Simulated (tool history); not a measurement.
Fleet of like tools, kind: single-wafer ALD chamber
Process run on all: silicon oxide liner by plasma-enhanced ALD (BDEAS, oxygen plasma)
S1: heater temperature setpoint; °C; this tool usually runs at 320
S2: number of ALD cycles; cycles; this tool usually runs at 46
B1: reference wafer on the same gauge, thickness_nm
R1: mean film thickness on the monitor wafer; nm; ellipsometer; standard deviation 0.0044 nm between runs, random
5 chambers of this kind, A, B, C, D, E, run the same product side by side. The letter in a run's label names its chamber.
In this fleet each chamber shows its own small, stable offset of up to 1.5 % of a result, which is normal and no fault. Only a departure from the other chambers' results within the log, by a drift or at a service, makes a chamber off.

run 1B day=0.592 | S1=320 S2=46 | B1=4.5811 | R1=4.1568
run 2A day=1.025 | S1=320 S2=46 | B1=4.5795 | R1=4.1125
-- day=1.383 chamber C: thermocouple changed; heater temperature recalibrated
run 3D day=1.617 | S1=320 S2=46 | B1=4.5818 | R1=4.1566
run 4C day=2.171 | S1=320 S2=46 | B1=4.5815 | R1=4.1634
run 5E day=2.662 | S1=320 S2=46 | B1=4.5832 | R1=4.1542
run 6D day=2.942 | S1=320 S2=39 | B1=4.5841 | R1=3.5241
run 7B day=3.288 | S1=320 S2=39 | B1=4.5825 | R1=3.5328
run 8C day=3.638 | S1=320 S2=39 | B1=4.5852 | R1=3.5325
run 9E day=3.946 | S1=320 S2=39 | B1=4.5840 | R1=3.5213
run 10A day=4.258 | S1=320 S2=39 | B1=4.5861 | R1=3.4888
run 11C day=4.596 | S1=320 S2=46 | B1=4.5860 | R1=4.1651
run 12E day=5.129 | S1=320 S2=46 | B1=4.5870 | R1=4.1594
run 13B day=5.467 | S1=320 S2=46 | B1=4.5855 | R1=4.1624
run 14D day=6.008 | S1=320 S2=46 | B1=4.5860 | R1=4.1603
run 15A day=6.408 | S1=320 S2=46 | B1=4.5887 | R1=4.1093
run 16B day=7.017 | S1=320 S2=46 | B1=4.5890 | R1=4.1680
run 17D day=7.325 | S1=320 S2=46 | B1=4.5897 | R1=4.1632
run 18C day=7.738 | S1=320 S2=46 | B1=4.5898 | R1=4.1675
run 19E day=8.183 | S1=320 S2=46 | B1=4.5890 | R1=4.1601
run 20A day=8.492 | S1=320 S2=46 | B1=4.5900 | R1=4.1182
run 21C day=9.021 | S1=320 S2=46 | B1=4.5911 | R1=4.1738
run 22A day=9.462 | S1=320 S2=46 | B1=4.5913 | R1=4.1221
run 23B day=9.742 | S1=320 S2=46 | B1=4.5921 | R1=4.1767
run 24D day=10.354 | S1=320 S2=46 | B1=4.5919 | R1=4.1690
run 25E day=10.629 | S1=320 S2=46 | B1=4.5919 | R1=4.1625
run 26D day=10.967 | S1=320 S2=46 | B1=4.5920 | R1=4.1700
run 27A day=11.450 | S1=331 S2=39 | B1=4.5929 | R1=3.4440
run 28B day=12.021 | S1=331 S2=39 | B1=4.5946 | R1=3.4867
run 29C day=12.333 | S1=331 S2=39 | B1=4.5958 | R1=3.4820
run 30E day=12.679 | S1=331 S2=39 | B1=4.5950 | R1=3.4772
run 31B day=13.246 | S1=331 S2=39 | B1=4.5943 | R1=3.4877
run 32A day=13.633 | S1=320 S2=46 | B1=4.5966 | R1=4.1232
run 33E day=13.938 | S1=320 S2=46 | B1=4.5963 | R1=4.1675
-- day=14.279 chamber D: thermocouple changed; heater temperature recalibrated
run 34D day=14.304 | S1=320 S2=52 | B1=4.5971 | R1=4.7128
run 35C day=14.829 | S1=320 S2=52 | B1=4.5981 | R1=4.7177
run 36E day=15.267 | S1=320 S2=52 | B1=4.5986 | R1=4.7104
run 37D day=15.862 | S1=320 S2=52 | B1=4.5998 | R1=4.7133
run 38C day=16.258 | S1=320 S2=52 | B1=4.5989 | R1=4.7129

All chambers now run identical settings, listed one chamber a line with results as question marks. What results will each chamber show?
run 39A day=16.700 | S1=320 S2=43 | R1=?
run 39B day=16.700 | S1=320 S2=43 | R1=?
run 39C day=16.700 | S1=320 S2=43 | R1=?
run 39D day=16.700 | S1=320 S2=43 | R1=?
run 39E day=16.700 | S1=320 S2=43 | R1=?

run=39A R1=3.8520
run=39B R1=3.9134
run=39C R1=3.9072
run=39D R1=3.8944
run=39E R1=3.9007
